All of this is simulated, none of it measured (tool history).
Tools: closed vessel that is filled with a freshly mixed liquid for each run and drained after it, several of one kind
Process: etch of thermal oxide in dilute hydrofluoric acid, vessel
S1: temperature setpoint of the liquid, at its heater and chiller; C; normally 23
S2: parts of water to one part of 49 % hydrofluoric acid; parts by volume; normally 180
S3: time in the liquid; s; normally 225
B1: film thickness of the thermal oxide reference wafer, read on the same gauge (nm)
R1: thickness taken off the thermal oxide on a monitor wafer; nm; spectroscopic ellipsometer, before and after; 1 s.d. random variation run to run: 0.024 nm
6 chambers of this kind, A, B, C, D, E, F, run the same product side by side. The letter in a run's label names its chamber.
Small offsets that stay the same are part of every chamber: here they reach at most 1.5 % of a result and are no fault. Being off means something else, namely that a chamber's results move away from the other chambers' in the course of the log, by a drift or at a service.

run	hour	S1	S2	S3	B1	R1
1B	9.8	23	180	225	139.99	5.0168
2E	17.5	23	180	225	140.01	5.0395
3C	30	23	180	225	140	5.0428
4D	37.7	23	180	225	140.01	5.0351
5A	46.4	23	180	225	140.03	4.9482
6F	56	23	180	225	139.99	4.9597
7A	63.1	23	180	225	139.99	5.0376
8E	77.7	25.5	180	225	140	5.5534
9C	84.7	25.5	180	225	140	5.5464
# hour 85.1: chamber A: thermometer replaced
10B	94.5	25.5	180	225	139.98	5.5259
11D	101.4	25.5	180	225	140	5.5871
12F	113.4	25.5	180	225	139.99	5.4726
13E	128.8	25.5	180	225	140.01	5.5444
14A	135.7	23	180	225	140.02	5.0125
15D	148.5	23	180	170	140	3.8787
16C	159.6	23	180	170	139.99	3.8379
17B	166.5	23	180	170	140	3.7722
18F	177.9	23	180	170	139.98	3.7595
# hour 185.1: chamber A: hydrofluoric acid flow meter replaced
19D	185.9	23	180	170	139.98	3.9152
20B	198.7	23	180	170	140.02	3.7517
21E	213	23	180	225	140.01	4.9965
22F	225.5	23	180	225	139.98	5.0062
23A	238.5	23	180	225	140	4.9848
24C	253.6	23	180	225	140	5.0592
25B	263.9	23	180	225	140.01	5.0074
26A	274.1	23	180	225	139.99	4.9835
27E	284.2	23	180	225	140.01	5.0516
28C	295.8	23	180	225	140.02	5.0724
29D	306	23	180	225	140.02	5.2986
30F	320	23	180	225	140	5.0226
31C	328.9	23	180	225	139.99	5.0991
32A	337.8	23	180	225	139.98	4.9784
33F	346.6	23	180	225	139.99	5.0523
34D	359.5	23	180	225	140	5.3273
35E	367.3	23	180	225	139.98	5.0161
36B	378.4	23	180	225	139.99	5.0288
37C	392.2	23	180	225	139.99	5.0133
38B	401	23	180	225	139.99	5.0019
39A	410	23	180	130	139.98	2.8939
40F	421.1	23	180	130	140	2.8901
41E	429.5	23	180	130	139.96	2.9054

Read the log: is a single chamber off, either drifting away or since a service, is the gauge that measures every chamber drifting, or is nothing wrong beyond small per-chamber offsets? Name any odd chamber and what most likely caused it.

Little by little, chamber D moves away from the other chambers.
Cause: liquid hotter than its thermometer reads (K) = 1.35.
From this log alone, it may not be told apart from: hydrofluoric acid flow above the setpoint (%).

Which of the 4 candidates below, each the usual settings with something changed and its results left as question marks, puts chamber D back in line with what the other chambers give on the usual settings?
In line here means within this much of the mean the other chambers give on the usual settings: R1 0.085 nm
42D-1	440.8	23	160	225		?
42D-2	440.8	23	180	195		?
42D-3	440.8	23	180	210		?
42D-4	440.8	23	180	240		?

What the other chambers average on the usual settings: R1 5.0215 nm
run	R1
42D-1	6.2173
42D-2	4.6733
42D-3	5.0328
42D-4	5.7518
42D-3 puts the chamber back in line with the other chambers.
